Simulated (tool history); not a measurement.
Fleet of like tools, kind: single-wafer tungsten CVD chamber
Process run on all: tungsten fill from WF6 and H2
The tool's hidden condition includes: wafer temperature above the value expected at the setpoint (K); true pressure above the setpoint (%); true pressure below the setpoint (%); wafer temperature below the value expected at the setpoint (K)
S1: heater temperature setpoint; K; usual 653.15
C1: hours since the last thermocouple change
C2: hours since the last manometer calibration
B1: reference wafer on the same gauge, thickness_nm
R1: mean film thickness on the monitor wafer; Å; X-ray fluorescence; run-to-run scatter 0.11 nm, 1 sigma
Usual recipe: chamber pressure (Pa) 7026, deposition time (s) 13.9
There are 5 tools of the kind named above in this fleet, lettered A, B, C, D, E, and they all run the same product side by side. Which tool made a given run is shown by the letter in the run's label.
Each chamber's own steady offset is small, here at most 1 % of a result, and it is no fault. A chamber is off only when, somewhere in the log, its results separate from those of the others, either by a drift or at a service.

{"run": "1B", "hour": 9.5, "S1": 653.15, "chamber pressure (Pa)": 7026, "deposition time (s)": 13.9, "C1": 1369.1, "C2": 89.7, "B1": 41.8, "R1": 353.46}
{"run": "2D", "hour": 17.3, "S1": 653.15, "chamber pressure (Pa)": 7026, "deposition time (s)": 13.9, "C1": 880.4, "C2": 944.1, "B1": 41.801, "R1": 355.15}
{"hour": 18.2, "done": "chamber C: thermocouple changed; heater temperature recalibrated"}
{"run": "3E", "hour": 25.6, "S1": 653.15, "chamber pressure (Pa)": 7026, "deposition time (s)": 13.9, "C1": 800.2, "C2": 1594.1, "B1": 41.827, "R1": 353.91}
{"run": "4C", "hour": 38.2, "S1": 653.15, "chamber pressure (Pa)": 7026, "deposition time (s)": 13.9, "C1": 20, "C2": 1576.7, "B1": 41.8, "R1": 353.87}
{"run": "5A", "hour": 50.5, "S1": 653.15, "chamber pressure (Pa)": 7026, "deposition time (s)": 13.9, "C1": 1268.5, "C2": 765.4, "B1": 41.807, "R1": 352.21}
{"run": "6B", "hour": 59.3, "S1": 653.15, "chamber pressure (Pa)": 7026, "deposition time (s)": 13.9, "C1": 1418.9, "C2": 139.5, "B1": 41.782, "R1": 356.54}
{"run": "7A", "hour": 65.8, "S1": 653.15, "chamber pressure (Pa)": 7026, "deposition time (s)": 13.9, "C1": 1283.8, "C2": 780.7, "B1": 41.792, "R1": 353.79}
{"run": "8E", "hour": 71.5, "S1": 653.15, "chamber pressure (Pa)": 7026, "deposition time (s)": 13.9, "C1": 846.1, "C2": 1640, "B1": 41.801, "R1": 354.7}
{"run": "9C", "hour": 83.6, "S1": 653.15, "chamber pressure (Pa)": 7026, "deposition time (s)": 13.9, "C1": 65.4, "C2": 1622.1, "B1": 41.819, "R1": 354.9}
{"run": "10D", "hour": 95.1, "S1": 653.15, "chamber pressure (Pa)": 7026, "deposition time (s)": 13.9, "C1": 958.2, "C2": 1021.9, "B1": 41.835, "R1": 356.82}
{"run": "11B", "hour": 105.5, "S1": 653.15, "chamber pressure (Pa)": 7026, "deposition time (s)": 13.9, "C1": 1465.1, "C2": 185.7, "B1": 41.795, "R1": 352.23}
{"run": "12C", "hour": 115.9, "S1": 653.15, "chamber pressure (Pa)": 7026, "deposition time (s)": 13.9, "C1": 97.7, "C2": 1654.4, "B1": 41.824, "R1": 353.39}
{"run": "13A", "hour": 121.7, "S1": 653.15, "chamber pressure (Pa)": 7026, "deposition time (s)": 13.9, "C1": 1339.7, "C2": 836.6, "B1": 41.828, "R1": 354.59}
{"run": "14E", "hour": 132.7, "S1": 653.15, "chamber pressure (Pa)": 7026, "deposition time (s)": 13.9, "C1": 907.3, "C2": 1701.2, "B1": 41.788, "R1": 353.42}
{"run": "15D", "hour": 139.5, "S1": 653.15, "chamber pressure (Pa)": 8013, "deposition time (s)": 13.9, "C1": 1002.6, "C2": 1066.3, "B1": 41.785, "R1": 375.11}
{"hour": 140.3, "done": "chamber A: thermocouple changed; heater temperature recalibrated"}
{"run": "16B", "hour": 151.3, "S1": 653.15, "chamber pressure (Pa)": 8013, "deposition time (s)": 13.9, "C1": 1510.9, "C2": 231.5, "B1": 41.785, "R1": 377.18}
{"run": "17A", "hour": 161.3, "S1": 653.15, "chamber pressure (Pa)": 8013, "deposition time (s)": 13.9, "C1": 21, "C2": 876.2, "B1": 41.821, "R1": 375.34}
{"run": "18D", "hour": 167.1, "S1": 653.15, "chamber pressure (Pa)": 8013, "deposition time (s)": 13.9, "C1": 1030.2, "C2": 1093.9, "B1": 41.797, "R1": 375.31}
{"run": "19C", "hour": 175.4, "S1": 653.15, "chamber pressure (Pa)": 8013, "deposition time (s)": 13.9, "C1": 157.2, "C2": 1713.9, "B1": 41.801, "R1": 373.07}
{"run": "20E", "hour": 183.4, "S1": 653.15, "chamber pressure (Pa)": 7026, "deposition time (s)": 13.9, "C1": 958, "C2": 1751.9, "B1": 41.812, "R1": 355.43}
{"run": "21C", "hour": 193.9, "S1": 653.15, "chamber pressure (Pa)": 7026, "deposition time (s)": 13.9, "C1": 175.7, "C2": 1732.4, "B1": 41.813, "R1": 355.3}
{"run": "22B", "hour": 203.4, "S1": 653.15, "chamber pressure (Pa)": 7026, "deposition time (s)": 13.9, "C1": 1563, "C2": 283.6, "B1": 41.775, "R1": 353.96}
{"run": "23E", "hour": 215.8, "S1": 653.15, "chamber pressure (Pa)": 7026, "deposition time (s)": 13.9, "C1": 990.4, "C2": 1784.3, "B1": 41.81, "R1": 356.21}
{"run": "24A", "hour": 225.5, "S1": 642.15, "chamber pressure (Pa)": 7599, "deposition time (s)": 13.9, "C1": 85.2, "C2": 940.4, "B1": 41.825, "R1": 292.33}
{"run": "25D", "hour": 236.8, "S1": 642.15, "chamber pressure (Pa)": 7599, "deposition time (s)": 13.9, "C1": 1099.9, "C2": 1163.6, "B1": 41.804, "R1": 294.66}
{"run": "26D", "hour": 248.0, "S1": 642.15, "chamber pressure (Pa)": 7599, "deposition time (s)": 13.9, "C1": 1111.1, "C2": 1174.8, "B1": 41.817, "R1": 293.12}
{"run": "27B", "hour": 257.8, "S1": 642.15, "chamber pressure (Pa)": 7599, "deposition time (s)": 13.9, "C1": 1617.4, "C2": 338, "B1": 41.766, "R1": 292.34}
{"run": "28E", "hour": 265.7, "S1": 642.15, "chamber pressure (Pa)": 7599, "deposition time (s)": 13.9, "C1": 1040.3, "C2": 1834.2, "B1": 41.775, "R1": 290.59}
{"run": "29A", "hour": 271.3, "S1": 653.15, "chamber pressure (Pa)": 7026, "deposition time (s)": 13.9, "C1": 131, "C2": 986.2, "B1": 41.787, "R1": 351.38}
{"run": "30C", "hour": 283.6, "S1": 653.15, "chamber pressure (Pa)": 7026, "deposition time (s)": 13.9, "C1": 265.4, "C2": 1822.1, "B1": 41.809, "R1": 354.63}

All 5 chambers run these settings next. Forecast each chamber's results:
{"run": "31A", "hour": 292.6, "S1": 659.15, "chamber pressure (Pa)": 7026, "deposition time (s)": 13.9, "R1": "?"}
{"run": "31B", "hour": 292.6, "S1": 659.15, "chamber pressure (Pa)": 7026, "deposition time (s)": 13.9, "R1": "?"}
{"run": "31C", "hour": 292.6, "S1": 659.15, "chamber pressure (Pa)": 7026, "deposition time (s)": 13.9, "R1": "?"}
{"run": "31D", "hour": 292.6, "S1": 659.15, "chamber pressure (Pa)": 7026, "deposition time (s)": 13.9, "R1": "?"}
{"run": "31E", "hour": 292.6, "S1": 659.15, "chamber pressure (Pa)": 7026, "deposition time (s)": 13.9, "R1": "?"}

run=31A R1=396.65
run=31B R1=400.25
run=31C R1=399.58
run=31D R1=401.84
run=31E R1=399
